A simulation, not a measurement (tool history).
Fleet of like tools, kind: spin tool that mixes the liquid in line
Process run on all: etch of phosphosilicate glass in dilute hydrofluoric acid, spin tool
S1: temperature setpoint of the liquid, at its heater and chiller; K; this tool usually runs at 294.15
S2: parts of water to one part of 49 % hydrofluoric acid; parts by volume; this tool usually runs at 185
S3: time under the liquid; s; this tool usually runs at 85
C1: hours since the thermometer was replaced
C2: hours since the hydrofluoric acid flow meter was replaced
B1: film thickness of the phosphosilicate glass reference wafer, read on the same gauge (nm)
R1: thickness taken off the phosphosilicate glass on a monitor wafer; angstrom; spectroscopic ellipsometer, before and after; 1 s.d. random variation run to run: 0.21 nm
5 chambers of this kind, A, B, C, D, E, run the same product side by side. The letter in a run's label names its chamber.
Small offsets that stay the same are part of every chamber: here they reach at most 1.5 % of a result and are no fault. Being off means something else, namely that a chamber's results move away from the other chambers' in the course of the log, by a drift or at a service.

run    day      S1   S2   S3      C1      C2      B1      R1
 1C  0.121  294.15  185   85  1548.2  1511.6   40.02  222.27
 2D  0.375  294.15  185   85   796.1   925.2  39.992  222.47
 3E    0.5  294.15  185   85   719.9  1546.6  40.005  222.67
 4A  0.704  294.15  185   85   635.9   574.3  40.008  224.85
 5B  0.912  294.15  185   85     753   196.4   39.99  219.41
 6D   1.15  294.15  185   85   814.7   943.8  40.012     224
 7B  1.317  294.15  185   85   762.7   206.1  39.983  220.23
 8E  1.458  294.15  185   85   742.9  1569.6  40.028  219.43
 9A  1.654  294.15  185   85   658.7   597.1  39.986  223.58
     1.829  -- chamber A: hydrofluoric acid flow meter replaced
10C  1.838  294.15  185   85  1589.4  1552.8  39.996  225.06
11D  2.008  294.15  185   85   835.3   964.4  40.023  221.56
12B  2.125  294.15  185   85   782.1   225.5  40.016  222.96
13C  2.346  290.15  185  115  1601.6    1565  39.991  260.46
14A  2.492  290.15  185  115   678.8    15.9   40.03  262.16
15E  2.683  290.15  185  115   772.3    1599  39.991  260.22
16B  2.808  290.15  185  115   798.5   241.9  40.023  259.34
17A  3.038  290.15  185  115   691.9      29  40.001  259.58
18D  3.283  294.15  185   85   865.9     995      40  225.41
19E  3.404  294.15  185   85   789.6  1616.3  40.022  226.29
20C  3.621  294.15  185   85  1632.2  1595.6  39.982  226.44
21C  3.862  294.15  185   85    1638  1601.4  39.993  224.27
       3.9  -- chamber D: hydrofluoric acid flow meter replaced
22B  4.096  294.15  185   85   829.4   272.8  40.012  222.54
23D  4.296  294.15  185   85   890.2     9.5  39.986  227.76
24E  4.546  294.15  185   85     817  1643.7  39.983  222.45
     4.629  -- chamber C: hydrofluoric acid flow meter replaced
25A  4.717  294.15  185   85   732.2    69.3  40.013  223.07
26B  4.912  294.15  185   85     849   292.4  39.987   222.3
27E  5.054  294.15  185   85   829.2  1655.9  39.981  226.98
28D  5.208  294.15  185   85   912.1    31.4   39.98  222.38
29C  5.338  294.15  185   85  1673.4    17.1      40  223.88
30A  5.567  294.15  185   85   752.6    89.7  39.991   224.8
31B  5.692  294.15  185   85   867.7   311.1  40.003  221.96
32E  5.925  294.15  185   85   850.1  1676.8  40.023  220.06
33C    6.1  294.15  185   85  1691.7    35.4  39.997  225.59
34A  6.233  294.15  185   85   768.6   105.7  40.006  224.23
35D  6.492  294.15  185   85   942.9    62.2  39.991  226.64
36B  6.683  294.15  185   85   891.5   334.9  39.978  219.77
37A  6.917  294.15  265   85     785   122.1  40.024  144.49
38D  7.142  294.15  265   85   958.5    77.8  39.985  145.54
39E   7.35  294.15  265   85   884.3    1711   40.01  144.39
40C  7.517  294.15  265   85  1725.7    69.4  40.006   146.6
41C  7.725  294.15  265   85  1730.7    74.4  40.008  144.38
42E  7.896  294.15  185   85   897.4  1724.1  40.009  220.38

Does one chamber stand apart from the rest, does the shared gauge drift, or is all well apart from small per-chamber offsets? Give the chamber and the most likely cause, where there is one.

Neither any chamber nor the gauge drifts; the chambers differ only by their own small, steady offsets.
